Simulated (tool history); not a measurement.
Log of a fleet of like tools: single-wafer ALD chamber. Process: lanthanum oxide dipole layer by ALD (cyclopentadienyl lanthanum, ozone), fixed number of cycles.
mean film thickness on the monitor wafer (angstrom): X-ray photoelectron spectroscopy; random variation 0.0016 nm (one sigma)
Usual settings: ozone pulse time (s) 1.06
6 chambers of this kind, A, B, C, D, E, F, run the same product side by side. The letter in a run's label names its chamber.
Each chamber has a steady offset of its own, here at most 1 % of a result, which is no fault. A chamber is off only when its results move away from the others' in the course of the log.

run,hour,ozone pulse time (s),hours since the last thermocouple change,hours since the last ozone generator service,"read-back reference wafer on the same gauge, thickness_nm",mean film thickness on the monitor wafer (angstrom)
# hour 5.3: chamber A: ozone generator serviced
1C,7.4,1.06,1196.4,337.7,0.46207,5.1206
2F,18.3,1.06,501.6,637.0,0.46222,5.0416
3A,26.4,1.06,586.2,21.2,0.46196,5.0818
4E,33.3,1.06,2109.8,404.2,0.46239,5.0885
5B,38.6,1.06,1527.2,980.4,0.46187,5.0856
6D,49.0,1.06,802.1,395.9,0.46245,5.0847
7F,59.5,0.68,542.8,678.2,0.46197,4.2504
8C,67.5,0.68,1256.5,397.8,0.46197,4.3389
9B,74.3,0.68,1562.9,1016.1,0.46217,4.2912
10A,81.8,0.68,641.6,76.6,0.46147,4.2832
11E,92.3,0.68,2168.8,463.2,0.46193,4.2882
12D,98.8,0.68,851.9,445.7,0.46171,4.2434
13C,108.7,1.06,1297.7,439.0,0.46174,5.0979
14E,113.8,1.06,2190.3,484.7,0.46149,5.0940
15B,120.9,0.83,1609.5,1062.7,0.46195,4.6653
16A,125.7,0.83,685.5,120.5,0.46209,4.6470
17D,131.2,0.83,884.3,478.1,0.46198,4.6502
18F,138.1,0.83,621.4,756.8,0.46202,4.6438
19D,146.7,0.83,899.8,493.6,0.46188,4.6379
20C,153.3,0.83,1342.3,483.6,0.46171,4.7081
21A,161.1,1.06,720.9,155.9,0.46226,5.0622
# hour 167.5: chamber D: thermocouple changed; heater temperature recalibrated
22E,170.3,0.84,2246.8,541.2,0.46238,4.6814
23F,175.8,0.84,659.1,794.5,0.46215,4.6887
# hour 176.1: chamber D: ozone generator serviced
24B,182.3,0.84,1670.9,1124.1,0.46184,4.6791
25F,192.7,0.84,676.0,811.4,0.46209,4.6465
26D,200.5,0.84,33.0,24.5,0.46192,4.6566
27A,210.6,0.84,770.4,205.4,0.46216,4.7320
28E,220.5,1.06,2297.0,591.4,0.46204,5.0743
29C,227.8,1.06,1416.8,558.1,0.46183,5.0707
# hour 233.1: chamber C: ozone generator serviced
30B,236.1,1.06,1724.7,1177.9,0.46188,5.0737
31F,246.6,1.06,729.9,865.3,0.46204,5.0557
32E,257.5,1.06,2334.0,628.4,0.46214,5.0926
33A,268.0,1.06,827.8,262.8,0.46186,5.0725
34D,274.9,1.06,107.4,98.9,0.46193,5.0557
35C,282.5,1.06,1471.5,49.5,0.46170,5.1195
36B,289.0,1.06,1777.6,1230.8,0.46232,5.0836
37F,298.6,1.06,781.9,917.3,0.46189,5.0660
38C,303.8,1.40,1492.8,70.8,0.46187,5.4778
39B,312.3,1.40,1800.9,1254.1,0.46202,5.4263
40E,322.2,1.40,2398.7,693.1,0.46210,5.4148
41D,329.9,1.40,162.4,153.9,0.46214,5.4416

All 6 chambers run these settings next. Forecast each chamber's results:
42A,337.9,1.06,,,,?
42B,337.9,1.06,,,,?
42C,337.9,1.06,,,,?
42D,337.9,1.06,,,,?
42E,337.9,1.06,,,,?
42F,337.9,1.06,,,,?

run,mean film thickness on the monitor wafer (angstrom)
42A,5.0927
42B,5.0839
42C,5.1154
42D,5.0674
42E,5.0549
42F,5.0350
